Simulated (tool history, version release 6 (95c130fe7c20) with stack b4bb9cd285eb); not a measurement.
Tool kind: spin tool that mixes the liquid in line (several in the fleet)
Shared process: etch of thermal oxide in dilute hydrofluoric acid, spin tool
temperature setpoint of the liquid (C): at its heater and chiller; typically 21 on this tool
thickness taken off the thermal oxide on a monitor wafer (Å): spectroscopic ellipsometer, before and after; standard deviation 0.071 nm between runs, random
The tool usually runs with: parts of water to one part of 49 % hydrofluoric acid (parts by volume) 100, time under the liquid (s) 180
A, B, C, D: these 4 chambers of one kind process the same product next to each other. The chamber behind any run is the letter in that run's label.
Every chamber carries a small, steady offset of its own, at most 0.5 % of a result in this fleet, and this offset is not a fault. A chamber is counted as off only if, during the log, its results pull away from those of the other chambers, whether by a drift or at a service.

run	hour	temperature setpoint of the liquid (C)	parts of water to one part of 49 % hydrofluoric acid (parts by volume)	time under the liquid (s)	read-back film thickness of the thermal oxide reference wafer, read on the same gauge (nm)	thickness taken off the thermal oxide on a monitor wafer (Å)
1A	11.5	21	100	180	79.994	77.788
2D	22.5	21	100	180	79.976	77.842
3B	30.3	21	100	180	80.004	77.597
4C	37.7	21	100	180	80.003	76.85
# hour 39.4: chamber A: hydrofluoric acid flow meter replaced
5B	43.2	21	100	180	79.999	77.247
6D	51.5	21	100	180	79.992	77.86
7A	57.6	17	100	80	79.998	29.491
8C	68.4	17	100	80	80.013	29.167
9B	79.9	17	100	80	80	29.211
10C	85.3	17	100	80	80	29.517
11A	94.6	21	100	235	79.996	101.17
12D	103	21	100	235	80.002	101.97
13C	108.6	21	100	235	80.007	102.59
14D	114.2	21	100	235	80.009	99.247
15B	123.6	21	100	180	79.997	77.493
16A	130.1	21	100	180	79.977	76.948
17B	137.5	21	100	180	80.003	77.387
18D	145.8	21	100	180	79.98	75.877
19C	152.1	21	100	180	80.014	78.624
20A	158.6	21	100	180	80.007	78.856
21D	166.8	21	100	180	79.998	78.125
22C	177.1	21	100	180	79.989	77.734
23A	186.9	21	100	180	80	77.844
24B	197.7	21	100	180	80.003	77.703
25D	203.8	21	100	180	80.007	76.657
26A	209.7	21	100	180	80.013	76.738
27C	218.7	17	100	285	79.979	106.44
28B	227.2	17	100	285	80.003	104.76
# hour 228.3: chamber B: thermometer replaced
29B	236.3	17	100	285	80.005	105.29

Decide between three cases: one chamber stands off from its peers, the gauge reading all wafers drifts, or nothing is wrong past each chamber's small offset. Where a chamber is off, say which and what most likely put it there.

No chamber stands off beyond its own small offset, and the gauge holds steady.
